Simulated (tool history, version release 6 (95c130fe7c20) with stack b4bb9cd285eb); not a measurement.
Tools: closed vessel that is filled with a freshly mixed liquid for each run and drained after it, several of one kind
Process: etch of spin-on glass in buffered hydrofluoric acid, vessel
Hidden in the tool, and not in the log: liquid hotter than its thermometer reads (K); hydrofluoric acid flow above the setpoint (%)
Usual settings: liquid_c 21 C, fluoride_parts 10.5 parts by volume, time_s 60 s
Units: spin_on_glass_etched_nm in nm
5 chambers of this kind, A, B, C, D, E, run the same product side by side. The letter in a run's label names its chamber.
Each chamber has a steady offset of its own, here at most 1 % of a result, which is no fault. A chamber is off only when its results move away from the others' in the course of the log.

run,hour,liquid_c,fluoride_parts,time_s,hours since the thermometer was replaced,hours since the hydrofluoric acid flow meter was replaced,"read-back film thickness of the spin-on glass reference wafer, read on the same gauge (nm)",spin_on_glass_etched_nm
1A,3,21,10.5,60,639.7,187.9,70.017,183.24
2B,5.9,21,10.5,60,2649.3,664,70.041,182.74
3E,10.8,21,10.5,60,1127.2,686.2,69.998,181.15
4C,14.3,21,10.5,60,309.9,209.4,69.962,185.28
5D,17.8,21,10.5,60,1047.1,311.1,70.036,179.36
6D,21.3,21,10.5,60,1050.6,314.6,69.992,181.3
7A,25.4,19.5,10.5,85,662.1,210.3,69.918,236.48
8C,30.8,19.5,10.5,85,326.4,225.9,69.984,238.51
9B,36.5,19.5,10.5,85,2679.9,694.6,70.015,240.59
10E,39.6,19.5,10.5,85,1156,715,70.027,235.28
11A,44.7,19.5,10.5,85,681.4,229.6,69.979,239.63
12B,49.8,21,10.5,60,2693.2,707.9,69.957,184.62
13C,52.4,21,10.5,60,348,247.5,69.976,182.37
14D,56.1,21,10.5,60,1085.4,349.4,70.053,185.8
15E,61.4,21,10.5,60,1177.8,736.8,70.024,180.73
16C,64.1,21,10.5,60,359.7,259.2,70.051,185.39
17E,69.2,21,10.5,60,1185.6,744.6,69.995,182.7
18B,72.5,21,10.5,60,2715.9,730.6,69.942,184.46
19D,76,21,10.5,60,1105.3,369.3,69.983,182.97
20A,79.5,21,10.5,60,716.2,264.4,69.954,180.5
21C,83.5,21,10.5,60,379.1,278.6,70.063,185.42
22E,88,21,10.5,60,1204.4,763.4,69.968,181.11
23A,90.9,21,10.5,60,727.6,275.8,70.075,180.73
24B,94.2,21,10.5,60,2737.6,752.3,70.018,182.95
25D,97.6,21,10.5,60,1126.9,390.9,69.988,181.27
26E,102,21,10.5,60,1218.4,777.4,69.992,180.98
27D,107.8,21,10.5,60,1137.1,401.1,69.997,179.28
28A,113.3,21,10.5,60,750,298.2,70.025,181.4
29C,117.3,21,10.5,60,412.9,312.4,70.002,189.62
30B,122.5,21,13.5,60,2765.9,780.6,70.019,145.34
31B,127.3,21,13.5,60,2770.7,785.4,70.04,144.12
32E,130,21,13.5,60,1246.4,805.4,69.99,142.87
33C,132.7,21,13.5,60,428.3,327.8,70.053,149.22
# hour 134.1: chamber D: thermometer replaced
34D,135.3,21,13.5,60,1.3,428.6,70.01,142.84
35A,141.1,21,10.5,60,777.8,326,69.99,182.37
# hour 141.3: chamber B: thermometer replaced
36D,146.4,21,10.5,60,12.4,439.7,70.046,180.74
37C,151.8,21,10.5,60,447.4,346.9,69.993,195.35
38B,155.3,21,10.5,60,14,813.4,70,181.3
39A,160.8,21,10.5,60,797.5,345.7,69.958,183.66

Is one chamber off against the others, does the gauge drift, or is nothing wrong? If a chamber is off, say which, and what the likeliest cause is.

Chamber C drifts away from the others.
Cause: liquid hotter than its thermometer reads (K) = 1.28.
The log may not tell that from: hydrofluoric acid flow above the setpoint (%).

Here are 4 candidates for chamber C's next run, each the usual settings with a change, their results left as question marks. Which one brings its results back in line with what the others give on the usual settings?
In line means no further than this from the other chambers' mean on the usual settings: spin_on_glass_etched_nm 4.7 nm
40C-1,165,20.5,11,60,,,,?
40C-2,165,20.5,10.5,60,,,,?
40C-3,165,21.5,10.5,60,,,,?
40C-4,165,21,10.5,65,,,,?

The other chambers' mean on the usual settings: spin_on_glass_etched_nm 182 nm
run,spin_on_glass_etched_nm
40C-1,180.94
40C-2,189.47
40C-3,200.32
40C-4,211.01
40C-1 brings the chamber back in line.
